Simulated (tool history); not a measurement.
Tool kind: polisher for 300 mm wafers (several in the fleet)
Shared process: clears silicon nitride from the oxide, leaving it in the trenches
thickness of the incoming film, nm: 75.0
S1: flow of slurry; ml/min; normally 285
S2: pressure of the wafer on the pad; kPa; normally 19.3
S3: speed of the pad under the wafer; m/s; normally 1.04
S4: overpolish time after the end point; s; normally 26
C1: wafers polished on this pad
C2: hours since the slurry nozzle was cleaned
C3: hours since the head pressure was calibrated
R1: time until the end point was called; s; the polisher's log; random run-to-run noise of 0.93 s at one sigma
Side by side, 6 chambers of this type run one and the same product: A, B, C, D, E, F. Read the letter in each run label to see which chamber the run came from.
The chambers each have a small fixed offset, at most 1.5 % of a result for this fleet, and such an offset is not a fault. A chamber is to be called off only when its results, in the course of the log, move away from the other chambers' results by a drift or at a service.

run	hour	S1	S2	S3	S4	C1	C2	C3	R1
# hour 2.2: chamber A: worn pad replaced by a new one
1E	5.5	285	19.3	1.04	26	646	49.9	345.9	76.426
2B	10.3	285	19.3	1.04	26	360	87.9	312.9	77.513
3F	15.3	285	19.3	1.04	26	1218	466.3	1074.2	77.38
4A	18.3	285	19.3	1.04	26	85	213.8	633.4	76.718
# hour 22.3: chamber E: worn pad replaced by a new one
5C	22.3	285	19.3	1.04	26	1066	190.1	183.7	74.584
6D	26.5	285	19.3	1.04	26	694	533	194.6	76.297
7B	31.6	285	19.3	1.04	26	472	109.2	334.2	76.487
8F	34.5	285	19.3	1.04	26	1320	485.5	1093.4	76.194
9D	37	285	19.3	1.04	26	750	543.5	205.1	76.111
10A	42.2	285	19.3	1.04	26	211	237.7	657.3	77.087
11C	45.4	285	19.3	1.04	26	1188	213.2	206.8	76.481
12E	48	285	19.3	1.04	26	136	92.4	388.4	74.723
13A	53.7	285	19.3	1.04	26	272	249.2	668.8	76.198
14F	56.7	285	19.3	1.04	26	1437	507.7	1115.6	77.81
# hour 59.5: chamber C: worn pad replaced by a new one
# hour 59.6: chamber F: worn pad replaced by a new one
15E	61.9	285	19.3	1.04	26	209	106.3	402.3	76.072
16B	65.1	285	19.3	1.04	26	649	142.7	367.7	80.75
17D	69.2	285	19.3	1.04	26	920	575.7	237.3	76.049
# hour 70.4: chamber B: worn pad replaced by a new one
18C	73.2	285	19.3	1.04	26	72	241	234.6	77.135
19E	77.4	285	19.3	1.04	26	291	121.8	417.8	78.537
20C	80.6	285	19.3	1.04	26	111	248.4	242	75.838
21B	84.3	205	19.3	1.24	26	73	161.9	386.9	69.427
22F	87.4	205	19.3	1.24	26	147	538.4	1146.3	66.817
23D	90.2	205	19.3	1.24	26	1031	596.7	258.3	66.697
# hour 93.5: chamber F: head pressure recalibrated
24A	94.9	205	19.3	1.24	26	489	290.4	710	66.448
# hour 99.6: chamber D: worn pad replaced by a new one
25E	100.4	205	19.3	1.24	26	412	144.8	440.8	66.582
26C	105.1	205	19.3	1.24	26	241	272.9	266.5	66.443
27A	107.8	285	19.3	1.04	26	558	303.3	722.9	77.769
28D	113.5	285	19.3	1.04	26	73	620	281.6	77.82
29B	118.5	285	19.3	1.04	26	254	196.1	421.1	81.382
30F	123	285	19.3	1.04	26	335	574	29.6	78.765
31F	127.2	285	13.1	1.04	26	357	578.2	33.8	114.92
32C	132.7	285	13.1	1.04	26	387	300.5	294.1	110.64
33B	138.3	285	13.1	1.04	26	358	215.9	440.9	120.53
34A	142.7	285	13.1	1.04	26	742	338.2	757.8	112.33
# hour 145.8: chamber A: head pressure recalibrated
35D	146.4	285	13.1	1.04	26	247	652.9	314.5	110.62
36E	152.1	285	13.1	1.04	26	685	196.5	492.5	115.89
# hour 153.5: chamber A: worn pad replaced by a new one
# hour 156.6: chamber E: worn pad replaced by a new one
37F	157.5	285	19.3	1.04	26	517	608.5	64.1	76.709
38C	163	285	19.3	1.04	26	547	330.8	324.4	74.897
39B	167.8	285	19.3	1.04	26	514	245.4	470.4	84.509
40A	171.8	285	19.3	1.04	26	96	367.3	26.1	77.247
41D	175.2	285	19.3	1.04	26	399	681.7	343.3	76.572
42E	180.3	285	19.3	1.04	26	125	224.7	520.7	78.392

Is one chamber out of step, is the gauge drifting, or do the chambers differ by no more than their own small offsets? For an off chamber, give its letter and the likeliest cause.

One chamber, B, drifts off from the rest bit by bit.
Likeliest cause: head's pressure below its setpoint, % = 7.81.

Below are 4 candidate recipes for chamber B's next run, each the usual settings with a change, their results shown as question marks. Which of them brings B's results back in line with what the other chambers give on the usual settings?
In line here means within this much of the mean the other chambers give on the usual settings: R1 3.3 s
43B-1	184.6	285	18.6	0.98	26				?
43B-2	184.6	285	21.4	1.04	26				?
43B-3	184.6	285	20	1.04	26				?
43B-4	184.6	285	19.3	1.02	26				?

The other chambers' mean on the usual settings: R1 76.495 s
run	R1
43B-1	92.426
43B-2	75.879
43B-3	81.087
43B-4	85.624
With 43B-2, the chamber falls back in line with the rest.
